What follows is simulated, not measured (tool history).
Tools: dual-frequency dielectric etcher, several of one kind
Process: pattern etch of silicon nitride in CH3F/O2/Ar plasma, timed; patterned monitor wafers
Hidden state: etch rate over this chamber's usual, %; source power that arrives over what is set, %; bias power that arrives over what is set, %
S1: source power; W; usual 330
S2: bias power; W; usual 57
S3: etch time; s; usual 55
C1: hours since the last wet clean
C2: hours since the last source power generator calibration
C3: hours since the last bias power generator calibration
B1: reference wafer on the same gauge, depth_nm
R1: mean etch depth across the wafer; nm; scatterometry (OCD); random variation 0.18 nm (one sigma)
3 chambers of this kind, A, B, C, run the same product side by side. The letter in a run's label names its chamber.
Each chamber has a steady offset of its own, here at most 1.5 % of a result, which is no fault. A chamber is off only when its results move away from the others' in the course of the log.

run 1B hour=8 | S1=330 S2=57 S3=55 | C1=179.7 C2=971 C3=1200.8 | B1=27.492 | R1=33.133
run 2C hour=14.1 | S1=330 S2=57 S3=55 | C1=305.8 C2=1978.2 C3=1202.6 | B1=27.495 | R1=33.143
run 3A hour=20 | S1=330 S2=57 S3=55 | C1=382 C2=2533.1 C3=1357.7 | B1=27.47 | R1=32.624
run 4A hour=25.3 | S1=330 S2=57 S3=55 | C1=387.3 C2=2538.4 C3=1363 | B1=27.472 | R1=32.584
run 5C hour=34.1 | S1=330 S2=57 S3=55 | C1=325.8 C2=1998.2 C3=1222.6 | B1=27.477 | R1=33.129
run 6B hour=43.7 | S1=330 S2=57 S3=55 | C1=215.4 C2=1006.7 C3=1236.5 | B1=27.467 | R1=33.253
run 7A hour=51.4 | S1=330 S2=57 S3=55 | C1=413.4 C2=2564.5 C3=1389.1 | B1=27.51 | R1=32.597
run 8C hour=57.9 | S1=330 S2=57 S3=55 | C1=349.6 C2=2022 C3=1246.4 | B1=27.537 | R1=33.289
run 9B hour=63.2 | S1=330 S2=57 S3=55 | C1=234.9 C2=1026.2 C3=1256 | B1=27.511 | R1=33.508
run 10B hour=69.2 | S1=330 S2=57 S3=55 | C1=240.9 C2=1032.2 C3=1262 | B1=27.493 | R1=33.647
run 11A hour=77.7 | S1=330 S2=57 S3=55 | C1=439.7 C2=2590.8 C3=1415.4 | B1=27.476 | R1=33.127
run 12C hour=82.8 | S1=330 S2=57 S3=55 | C1=374.5 C2=2046.9 C3=1271.3 | B1=27.502 | R1=32.851
run 13A hour=89.1 | S1=330 S2=57 S3=55 | C1=451.1 C2=2602.2 C3=1426.8 | B1=27.483 | R1=33.27
run 14C hour=94.8 | S1=330 S2=57 S3=55 | C1=386.5 C2=2058.9 C3=1283.3 | B1=27.533 | R1=33.055
run 15B hour=100.5 | S1=330 S2=57 S3=55 | C1=272.2 C2=1063.5 C3=1293.3 | B1=27.496 | R1=34.128
run 16A hour=108.3 | S1=330 S2=57 S3=55 | C1=470.3 C2=2621.4 C3=1446 | B1=27.483 | R1=33.049
run 17B hour=113.7 | S1=330 S2=57 S3=47.5 | C1=285.4 C2=1076.7 C3=1306.5 | B1=27.467 | R1=29.122
run 18C hour=118.1 | S1=330 S2=57 S3=47.5 | C1=409.8 C2=2082.2 C3=1306.6 | B1=27.46 | R1=28.815
run 19A hour=123 | S1=330 S2=57 S3=47.5 | C1=485 C2=2636.1 C3=1460.7 | B1=27.469 | R1=28.506
-- hour=130.4 chamber C: wet clean of the chamber
run 20B hour=130.8 | S1=360 S2=51 S3=55 | C1=302.5 C2=1093.8 C3=1323.6 | B1=27.468 | R1=33.854
run 21C hour=138.8 | S1=360 S2=51 S3=55 | C1=8.4 C2=2102.9 C3=1327.3 | B1=27.489 | R1=33.168
run 22A hour=144.4 | S1=360 S2=51 S3=55 | C1=506.4 C2=2657.5 C3=1482.1 | B1=27.449 | R1=32.892
run 23B hour=150.8 | S1=330 S2=57 S3=55 | C1=322.5 C2=1113.8 C3=1343.6 | B1=27.492 | R1=33.973
run 24C hour=159.7 | S1=330 S2=57 S3=55 | C1=29.3 C2=2123.8 C3=1348.2 | B1=27.48 | R1=33.084
run 25C hour=167.8 | S1=330 S2=57 S3=55 | C1=37.4 C2=2131.9 C3=1356.3 | B1=27.509 | R1=33.159
run 26A hour=172.7 | S1=330 S2=57 S3=55 | C1=534.7 C2=2685.8 C3=1510.4 | B1=27.518 | R1=32.929
run 27B hour=181.8 | S1=330 S2=50 S3=55 | C1=353.5 C2=1144.8 C3=1374.6 | B1=27.491 | R1=32.675
run 28C hour=190.3 | S1=330 S2=50 S3=55 | C1=59.9 C2=2154.4 C3=1378.8 | B1=27.481 | R1=31.636
run 29B hour=196.2 | S1=330 S2=50 S3=55 | C1=367.9 C2=1159.2 C3=1389 | B1=27.453 | R1=32.803
run 30A hour=203.8 | S1=330 S2=57 S3=55 | C1=565.8 C2=2716.9 C3=1541.5 | B1=27.479 | R1=32.82
run 31C hour=212.6 | S1=330 S2=57 S3=55 | C1=82.2 C2=2176.7 C3=1401.1 | B1=27.522 | R1=33.128
run 32B hour=220.8 | S1=330 S2=57 S3=55 | C1=392.5 C2=1183.8 C3=1413.6 | B1=27.512 | R1=34.475
run 33A hour=229.6 | S1=330 S2=57 S3=55 | C1=591.6 C2=2742.7 C3=1567.3 | B1=27.496 | R1=33.044
run 34C hour=238.3 | S1=330 S2=57 S3=55 | C1=107.9 C2=2202.4 C3=1426.8 | B1=27.483 | R1=33.358
run 35B hour=246.9 | S1=330 S2=57 S3=55 | C1=418.6 C2=1209.9 C3=1439.7 | B1=27.516 | R1=34.613

Next, every chamber runs the same settings. What will each give?
run 36A hour=254.2 | S1=330 S2=68 S3=55 | R1=?
run 36B hour=254.2 | S1=330 S2=68 S3=55 | R1=?
run 36C hour=254.2 | S1=330 S2=68 S3=55 | R1=?

run=36A R1=34.557
run=36B R1=36.534
run=36C R1=34.745

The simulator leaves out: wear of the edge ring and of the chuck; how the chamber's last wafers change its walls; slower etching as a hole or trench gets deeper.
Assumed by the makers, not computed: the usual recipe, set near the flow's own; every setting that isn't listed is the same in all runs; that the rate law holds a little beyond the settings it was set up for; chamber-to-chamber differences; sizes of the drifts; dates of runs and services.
